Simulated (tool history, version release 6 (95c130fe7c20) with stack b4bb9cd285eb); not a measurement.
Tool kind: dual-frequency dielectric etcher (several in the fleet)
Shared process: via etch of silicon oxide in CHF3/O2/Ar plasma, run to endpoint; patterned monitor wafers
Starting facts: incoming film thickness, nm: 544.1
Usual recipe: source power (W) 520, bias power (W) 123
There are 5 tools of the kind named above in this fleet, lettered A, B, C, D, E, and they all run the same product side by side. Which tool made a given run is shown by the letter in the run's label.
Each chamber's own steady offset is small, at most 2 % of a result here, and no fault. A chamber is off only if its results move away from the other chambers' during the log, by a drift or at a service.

run 1E day=0.204 | source_power_(W)=520 bias_power_(W)=123 | endpoint_time_(s)=332.21
run 2B day=0.608 | source_power_(W)=520 bias_power_(W)=123 | endpoint_time_(s)=325.87
run 3D day=0.979 | source_power_(W)=520 bias_power_(W)=123 | endpoint_time_(s)=328.07
run 4C day=1.283 | source_power_(W)=520 bias_power_(W)=123 | endpoint_time_(s)=324.05
run 5A day=1.517 | source_power_(W)=520 bias_power_(W)=123 | endpoint_time_(s)=334.04
-- day=1.788 chamber D: bias power generator calibrated
run 6D day=1.792 | source_power_(W)=520 bias_power_(W)=123 | endpoint_time_(s)=322.93
run 7E day=1.979 | source_power_(W)=520 bias_power_(W)=123 | endpoint_time_(s)=331.10
run 8A day=2.358 | source_power_(W)=520 bias_power_(W)=123 | endpoint_time_(s)=333.76
run 9C day=2.650 | source_power_(W)=520 bias_power_(W)=123 | endpoint_time_(s)=322.67
run 10B day=2.958 | source_power_(W)=520 bias_power_(W)=123 | endpoint_time_(s)=327.67
run 11A day=3.221 | source_power_(W)=520 bias_power_(W)=123 | endpoint_time_(s)=332.85
run 12B day=3.521 | source_power_(W)=520 bias_power_(W)=123 | endpoint_time_(s)=329.94
-- day=3.533 chamber E: bias power generator calibrated
-- day=3.725 chamber B: wet clean of the chamber
run 13C day=3.775 | source_power_(W)=520 bias_power_(W)=123 | endpoint_time_(s)=323.04
run 14E day=4.021 | source_power_(W)=520 bias_power_(W)=123 | endpoint_time_(s)=331.88
run 15D day=4.217 | source_power_(W)=520 bias_power_(W)=123 | endpoint_time_(s)=325.34
run 16B day=4.479 | source_power_(W)=520 bias_power_(W)=123 | endpoint_time_(s)=329.72
-- day=4.583 chamber D: wet clean of the chamber
run 17D day=4.725 | source_power_(W)=520 bias_power_(W)=123 | endpoint_time_(s)=326.46
run 18A day=4.904 | source_power_(W)=520 bias_power_(W)=123 | endpoint_time_(s)=333.37
run 19C day=5.108 | source_power_(W)=520 bias_power_(W)=123 | endpoint_time_(s)=326.88
run 20E day=5.467 | source_power_(W)=520 bias_power_(W)=123 | endpoint_time_(s)=331.87
run 21A day=5.738 | source_power_(W)=520 bias_power_(W)=123 | endpoint_time_(s)=332.77
run 22C day=5.954 | source_power_(W)=520 bias_power_(W)=123 | endpoint_time_(s)=324.49
run 23B day=6.204 | source_power_(W)=520 bias_power_(W)=123 | endpoint_time_(s)=326.49
run 24E day=6.429 | source_power_(W)=520 bias_power_(W)=123 | endpoint_time_(s)=330.02
-- day=6.529 chamber C: wet clean of the chamber
run 25D day=6.617 | source_power_(W)=520 bias_power_(W)=123 | endpoint_time_(s)=332.38
run 26E day=6.850 | source_power_(W)=520 bias_power_(W)=123 | endpoint_time_(s)=332.78
run 27B day=7.175 | source_power_(W)=520 bias_power_(W)=123 | endpoint_time_(s)=326.27
run 28D day=7.383 | source_power_(W)=520 bias_power_(W)=123 | endpoint_time_(s)=328.91
run 29A day=7.633 | source_power_(W)=520 bias_power_(W)=123 | endpoint_time_(s)=344.12
run 30C day=7.988 | source_power_(W)=570 bias_power_(W)=141 | endpoint_time_(s)=296.45
run 31C day=8.238 | source_power_(W)=570 bias_power_(W)=141 | endpoint_time_(s)=296.47
run 32A day=8.496 | source_power_(W)=570 bias_power_(W)=141 | endpoint_time_(s)=316.92
run 33D day=8.833 | source_power_(W)=570 bias_power_(W)=141 | endpoint_time_(s)=302.92
run 34E day=9.117 | source_power_(W)=570 bias_power_(W)=141 | endpoint_time_(s)=308.46
run 35B day=9.483 | source_power_(W)=520 bias_power_(W)=123 | endpoint_time_(s)=328.18
run 36B day=9.888 | source_power_(W)=520 bias_power_(W)=123 | endpoint_time_(s)=325.41
run 37D day=10.225 | source_power_(W)=520 bias_power_(W)=123 | endpoint_time_(s)=329.76
run 38C day=10.421 | source_power_(W)=520 bias_power_(W)=123 | endpoint_time_(s)=326.31
run 39E day=10.617 | source_power_(W)=520 bias_power_(W)=123 | endpoint_time_(s)=331.21
run 40A day=10.867 | source_power_(W)=520 bias_power_(W)=123 | endpoint_time_(s)=350.13

Predict what each chamber gives when all 5 of them run the settings below next.
run 41A day=11.158 | source_power_(W)=630 bias_power_(W)=123 | endpoint_time_(s)=?
run 41B day=11.158 | source_power_(W)=630 bias_power_(W)=123 | endpoint_time_(s)=?
run 41C day=11.158 | source_power_(W)=630 bias_power_(W)=123 | endpoint_time_(s)=?
run 41D day=11.158 | source_power_(W)=630 bias_power_(W)=123 | endpoint_time_(s)=?
run 41E day=11.158 | source_power_(W)=630 bias_power_(W)=123 | endpoint_time_(s)=?

run=41A endpoint_time_(s)=323.95
run=41B endpoint_time_(s)=306.11
run=41C endpoint_time_(s)=301.21
run=41D endpoint_time_(s)=307.66
run=41E endpoint_time_(s)=309.03
